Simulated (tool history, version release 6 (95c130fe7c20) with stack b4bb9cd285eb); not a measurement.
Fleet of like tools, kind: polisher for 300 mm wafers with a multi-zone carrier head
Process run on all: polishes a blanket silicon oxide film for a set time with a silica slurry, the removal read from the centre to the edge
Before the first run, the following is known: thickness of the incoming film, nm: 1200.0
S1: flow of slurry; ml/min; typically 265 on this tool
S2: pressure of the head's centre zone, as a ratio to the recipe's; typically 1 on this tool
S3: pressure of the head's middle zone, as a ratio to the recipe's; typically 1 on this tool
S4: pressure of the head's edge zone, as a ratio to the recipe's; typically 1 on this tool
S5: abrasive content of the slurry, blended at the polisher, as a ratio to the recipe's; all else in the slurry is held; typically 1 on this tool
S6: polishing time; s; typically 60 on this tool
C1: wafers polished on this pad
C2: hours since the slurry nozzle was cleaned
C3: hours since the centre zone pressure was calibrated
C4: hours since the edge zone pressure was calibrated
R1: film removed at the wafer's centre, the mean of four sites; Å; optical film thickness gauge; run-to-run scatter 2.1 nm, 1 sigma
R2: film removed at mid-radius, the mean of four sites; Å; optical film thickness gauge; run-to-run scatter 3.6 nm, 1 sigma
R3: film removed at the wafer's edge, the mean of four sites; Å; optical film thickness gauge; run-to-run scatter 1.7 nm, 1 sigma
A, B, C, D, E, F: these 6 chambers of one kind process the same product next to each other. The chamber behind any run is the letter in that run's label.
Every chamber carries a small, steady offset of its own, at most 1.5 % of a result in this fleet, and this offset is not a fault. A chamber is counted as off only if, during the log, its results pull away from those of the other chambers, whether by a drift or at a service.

| run | hour | S1 | S2 | S3 | S4 | S5 | S6 | C1 | C2 | C3 | C4 | R1 | R2 | R3 |
|---|---|---|---|---|---|---|---|---|---|---|---|---|---|---|
| 1A | 5.6 | 265 | 1 | 1 | 1 | 1 | 60 | 672 | 556.2 | 321.8 | 70.9 | 2391.3 | 2432.4 | 2394.4 |
|  | 7.2 | chamber D: worn pad replaced by a new one |
| 2E | 8.9 | 265 | 1 | 1 | 1 | 1 | 60 | 632 | 248.7 | 130.2 | 232.4 | 2403 | 2381.5 | 2403.5 |
| 3D | 13.3 | 265 | 1 | 1 | 1 | 1 | 60 | 61 | 315 | 924 | 341.3 | 2370.9 | 2434.6 | 2433.3 |
|  | 16.4 | chamber D: centre zone pressure recalibrated |
| 4C | 19.1 | 265 | 1 | 1 | 1 | 1 | 60 | 518 | 241.5 | 33.3 | 728.1 | 2414 | 2364.9 | 2408.6 |
| 5F | 24.8 | 265 | 1 | 1 | 1 | 1 | 60 | 309 | 217 | 1059.6 | 795.1 | 2412.4 | 2417.6 | 2404.2 |
|  | 28.4 | chamber E: worn pad replaced by a new one |
| 6B | 29 | 265 | 1 | 1 | 1 | 1 | 60 | 312 | 299.6 | 782.6 | 526.2 | 2407 | 2400.5 | 2412.4 |
| 7F | 33.1 | 265 | 1 | 1 | 1 | 1 | 60 | 391 | 225.3 | 1067.9 | 803.4 | 2421.9 | 2353 | 2426.5 |
|  | 33.3 | chamber D: slurry nozzle cleaned |
|  | 35.4 | chamber A: slurry nozzle cleaned |
| 8A | 36.6 | 265 | 1 | 1 | 1 | 1 | 60 | 978 | 1.2 | 352.8 | 101.9 | 2390.1 | 2478.9 | 2388.1 |
| 9C | 39.8 | 265 | 1 | 1 | 1 | 1 | 60 | 722 | 262.2 | 54 | 748.8 | 2408.2 | 2388.9 | 2430 |
| 10D | 44.8 | 265 | 1 | 1 | 1 | 1 | 60 | 371 | 11.5 | 28.5 | 372.8 | 2364.5 | 2392 | 2385.1 |
| 11E | 49.9 | 265 | 1 | 1 | 1 | 1 | 60 | 212 | 289.7 | 171.2 | 273.4 | 2382.4 | 2399.9 | 2373.7 |
|  | 52.8 | chamber A: worn pad replaced by a new one |
| 12B | 55.8 | 225 | 1 | 1 | 1 | 1 | 60 | 576 | 326.4 | 809.4 | 553 | 2349.6 | 2411.3 | 2401.8 |
|  | 61.4 | chamber B: centre zone pressure recalibrated |
| 13C | 62.3 | 225 | 1 | 1 | 1 | 1 | 60 | 944 | 284.7 | 76.5 | 771.3 | 2349.4 | 2336.9 | 2370.6 |
| 14A | 67.1 | 225 | 1 | 1 | 1 | 1 | 60 | 141 | 31.7 | 383.3 | 132.4 | 2378.3 | 2332 | 2375.5 |
| 15D | 71.4 | 225 | 1 | 1 | 1 | 1 | 60 | 633 | 38.1 | 55.1 | 399.4 | 2300.3 | 2397.8 | 2338.5 |
|  | 77.1 | chamber D: worn pad replaced by a new one |
| 16E | 78 | 225 | 1 | 1 | 1 | 1 | 60 | 489 | 317.8 | 199.3 | 301.5 | 2344.6 | 2385.1 | 2365.9 |
| 17F | 81.4 | 225 | 1 | 1 | 1 | 1 | 60 | 867 | 273.6 | 1116.2 | 851.7 | 2362.1 | 2370.5 | 2367.2 |
| 18B | 84.5 | 265 | 1 | 1 | 1 | 1 | 60 | 859 | 355.1 | 23.1 | 581.7 | 2416.3 | 2437 | 2401.3 |
| 19B | 90.8 | 265 | 1 | 1 | 1 | 1 | 60 | 921 | 361.4 | 29.4 | 588 | 2421.1 | 2411.3 | 2433 |
|  | 91.9 | chamber C: worn pad replaced by a new one |
| 20E | 96.4 | 265 | 1 | 1 | 1 | 1 | 60 | 671 | 336.2 | 217.7 | 319.9 | 2373.3 | 2387.7 | 2398.6 |
| 21F | 103.5 | 265 | 1 | 1 | 1 | 1 | 60 | 1085 | 295.7 | 1138.3 | 873.8 | 2422.5 | 2407.9 | 2404.3 |
| 22D | 107.3 | 265 | 1 | 1 | 1 | 1 | 60 | 297 | 74 | 91 | 435.3 | 2384.8 | 2409.8 | 2396.5 |
|  | 112.3 | chamber E: worn pad replaced by a new one |
| 23A | 113.7 | 265 | 1 | 1 | 1 | 1 | 60 | 600 | 78.3 | 429.9 | 179 | 2360.8 | 2435.8 | 2435.4 |
| 24C | 117.4 | 265 | 1 | 1 | 1 | 1 | 60 | 252 | 339.8 | 131.6 | 826.4 | 2404.8 | 2353 | 2395.2 |
| 25B | 121.6 | 265 | 1 | 1 | 1 | 1 | 60 | 1225 | 392.2 | 60.2 | 618.8 | 2431.1 | 2413.6 | 2407.6 |
|  | 124.8 | chamber F: worn pad replaced by a new one |
| 26C | 127.7 | 265 | 1 | 1 | 1 | 1 | 60 | 353 | 350.1 | 141.9 | 836.7 | 2418 | 2383.2 | 2428 |
| 27D | 134.6 | 265 | 1 | 1 | 1 | 1 | 60 | 566 | 101.3 | 118.3 | 462.6 | 2388 | 2405.7 | 2399.9 |
|  | 135.4 | chamber B: worn pad replaced by a new one |
| 28F | 140.8 | 265 | 1 | 1 | 1 | 1 | 60 | 158 | 333 | 1175.6 | 911.1 | 2409.8 | 2394 | 2436.8 |
| 29E | 147.6 | 265 | 1 | 1 | 1 | 1 | 60 | 348 | 387.4 | 268.9 | 371.1 | 2420.5 | 2338.5 | 2374.1 |
|  | 148.8 | chamber D: worn pad replaced by a new one |
| 30A | 152.6 | 265 | 1 | 0.95 | 0.93 | 1 | 60 | 984 | 117.2 | 468.8 | 217.9 | 2279.4 | 2304.3 | 2344.7 |
| 31B | 157.7 | 265 | 1 | 0.95 | 0.93 | 1 | 60 | 220 | 428.3 | 96.3 | 654.9 | 2423.7 | 2278.6 | 2325.1 |
| 32A | 163.8 | 265 | 1 | 0.95 | 0.93 | 1 | 60 | 1094 | 128.4 | 480 | 229.1 | 2315.1 | 2255.5 | 2300.8 |
| 33D | 170.8 | 265 | 1 | 0.95 | 0.93 | 1 | 60 | 217 | 137.5 | 154.5 | 498.8 | 2388 | 2298.2 | 2289.7 |
| 34F | 173.9 | 265 | 1 | 0.95 | 0.93 | 1 | 60 | 484 | 366.1 | 1208.7 | 944.2 | 2430.5 | 2231.7 | 2323.1 |
| 35C | 179.6 | 265 | 1 | 0.95 | 0.93 | 1 | 60 | 865 | 402 | 193.8 | 888.6 | 2424.9 | 2267.8 | 2302.2 |
| 36E | 185.2 | 265 | 1 | 1 | 1 | 1 | 60 | 719 | 425 | 306.5 | 408.7 | 2392.3 | 2356.7 | 2352.9 |
|  | 187.6 | chamber A: worn pad replaced by a new one |
|  | 188 | chamber C: worn pad replaced by a new one |
| 37B | 189.7 | 265 | 1 | 1 | 1 | 1 | 60 | 535 | 460.3 | 128.3 | 686.9 | 2441.4 | 2446.8 | 2417.2 |
| 38C | 196.4 | 265 | 1 | 1 | 1 | 1 | 60 | 82 | 418.8 | 210.6 | 905.4 | 2408.6 | 2451.7 | 2408.8 |
| 39F | 200.2 | 265 | 1 | 1 | 1 | 1 | 60 | 744 | 392.4 | 1235 | 970.5 | 2418.6 | 2402.1 | 2422.5 |
| 40A | 203.4 | 265 | 1 | 1 | 1 | 1 | 60 | 156 | 168 | 519.6 | 268.7 | 2290 | 2410.9 | 2403.2 |

For the next run the whole fleet of 6 chambers uses the same settings. Give each chamber's results:
| 41A | 208.5 | 265 | 1 | 1 | 1 | 1 | 60 |  |  |  |  | ? | ? | ? |
| 41B | 208.5 | 265 | 1 | 1 | 1 | 1 | 60 |  |  |  |  | ? | ? | ? |
| 41C | 208.5 | 265 | 1 | 1 | 1 | 1 | 60 |  |  |  |  | ? | ? | ? |
| 41D | 208.5 | 265 | 1 | 1 | 1 | 1 | 60 |  |  |  |  | ? | ? | ? |
| 41E | 208.5 | 265 | 1 | 1 | 1 | 1 | 60 |  |  |  |  | ? | ? | ? |
| 41F | 208.5 | 265 | 1 | 1 | 1 | 1 | 60 |  |  |  |  | ? | ? | ? |

| run | R1 | R2 | R3 |
|---|---|---|---|
| 41A | 2306.2 | 2426.8 | 2436.4 |
| 41B | 2444.4 | 2358.8 | 2405 |
| 41C | 2383.5 | 2313.1 | 2421.6 |
| 41D | 2338 | 2399.6 | 2397.9 |
| 41E | 2345.4 | 2424.7 | 2394.2 |
| 41F | 2382.8 | 2413.3 | 2412.2 |
